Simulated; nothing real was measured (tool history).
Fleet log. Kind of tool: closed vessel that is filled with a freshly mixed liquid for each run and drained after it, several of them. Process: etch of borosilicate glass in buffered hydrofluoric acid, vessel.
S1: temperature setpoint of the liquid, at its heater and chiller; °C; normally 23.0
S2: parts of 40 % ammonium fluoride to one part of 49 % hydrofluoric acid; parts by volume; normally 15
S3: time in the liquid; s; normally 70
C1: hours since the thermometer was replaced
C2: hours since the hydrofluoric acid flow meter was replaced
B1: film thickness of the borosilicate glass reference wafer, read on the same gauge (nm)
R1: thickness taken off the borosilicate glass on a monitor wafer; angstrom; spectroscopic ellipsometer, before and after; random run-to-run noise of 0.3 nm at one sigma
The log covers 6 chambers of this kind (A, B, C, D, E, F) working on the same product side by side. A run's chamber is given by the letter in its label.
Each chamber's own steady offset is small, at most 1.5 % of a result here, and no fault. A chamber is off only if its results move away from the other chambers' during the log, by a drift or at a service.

run   hour    S1  S2  S3      C1      C2      B1      R1
 1D   13.3  23.0  15  70   200.3   257.6  79.986  557.44
 2F   26.7  23.0  15  70   569.1  1777.3  80.007  562.87
 3E   35.0  23.0  15  70  2667.0  1606.5  80.001  553.94
 4B   44.6  23.0  15  70  1556.3   557.7  79.986  555.99
 5A   56.1  23.0  15  70  1030.2   900.3  79.996  559.40
 6C   62.9  23.0  15  70   239.1  1425.6  79.988  553.45
 7C   74.6  23.0  15  70   250.8  1437.3  79.993  555.27
 8E   80.7  23.0  15  70  2712.7  1652.2  79.998  563.08
 9A   90.0  23.0  15  70  1064.1   934.2  79.989  560.33
10F   96.3  23.0  15  70   638.7  1846.9  79.994  559.18
     100.6  -- chamber F: hydrofluoric acid flow meter replaced
11D  107.9  23.0  15  70   294.9   352.2  80.003  550.66
     115.1  -- chamber A: hydrofluoric acid flow meter replaced
12B  121.1  23.0  15  70  1632.8   634.2  79.990  551.38
13E  129.0  23.0  15  70  2761.0  1700.5  80.023  552.24
14A  138.7  23.0  15  70  1112.8    23.7  80.008  561.11
15B  146.1  23.0  15  70  1657.8   659.2  79.992  551.04
16D  158.1  23.0  15  70   345.1   402.4  80.006  553.34
17C  165.3  23.0  15  70   341.5  1528.0  79.998  556.41
18F  178.4  23.0  15  70   720.8    77.8  80.014  556.93
19B  186.6  23.0  15  70  1698.3   699.7  80.015  549.95
20E  198.4  23.0  15  70  2830.4  1769.9  79.995  563.62
21A  208.5  23.0  15  70  1182.6    93.5  79.995  560.82
22D  220.1  19.0  15  40   407.1   464.4  79.992  254.49
23F  233.4  19.0  15  40   775.8   132.8  79.998  257.01
     236.5  -- chamber E: hydrofluoric acid flow meter replaced
24C  243.9  19.0  15  40   420.1  1606.6  80.005  257.16
25A  252.6  19.0  15  40  1226.7   137.6  80.019  255.15
26C  263.3  19.0  15  40   439.5  1626.0  80.008  256.26
27E  272.6  19.0  15  40  2904.6    36.2  80.008  257.03
28D  280.2  23.0  15  70   467.2   524.5  79.996  553.82
29F  288.8  23.0  15  70   831.2   188.2  80.030  558.97
30B  294.9  23.0  15  70  1806.6   808.0  79.991  547.82
31C  305.4  23.0  15  70   481.6  1668.1  79.989  558.51
32B  314.5  23.0  15  70  1826.2   827.6  79.990  559.06
33E  327.1  23.0  15  70  2959.1    90.7  80.004  557.23
34F  333.9  23.0  15  70   876.3   233.3  79.991  557.84
35D  343.1  23.0  15  70   530.1   587.4  79.999  554.33
36A  352.5  23.0  15  70  1326.6   237.5  79.994  562.20
37B  365.8  23.0  15  70  1877.5   878.9  80.011  554.31
38E  377.2  26.5  15  70  3009.2   140.8  80.017  668.00
39C  389.3  26.5  15  70   565.5  1752.0  80.001  671.42
40D  402.9  26.5  15  70   589.9   647.2  79.996  669.82
41F  415.7  26.5  15  70   958.1   315.1  79.994  668.94
42A  426.8  26.5  15  70  1400.9   311.8  80.011  678.82
43A  433.7  26.5  15  70  1407.8   318.7  79.985  671.10
44E  443.9  23.0  15  70  3075.9   207.5  80.009  553.64

What goes on in this fleet: one chamber off, a drifting gauge, or nothing beyond the chambers' own small offsets? Name the chamber and the cause, if any.

Neither any chamber nor the gauge drifts; the chambers differ only by their own small, steady offsets.
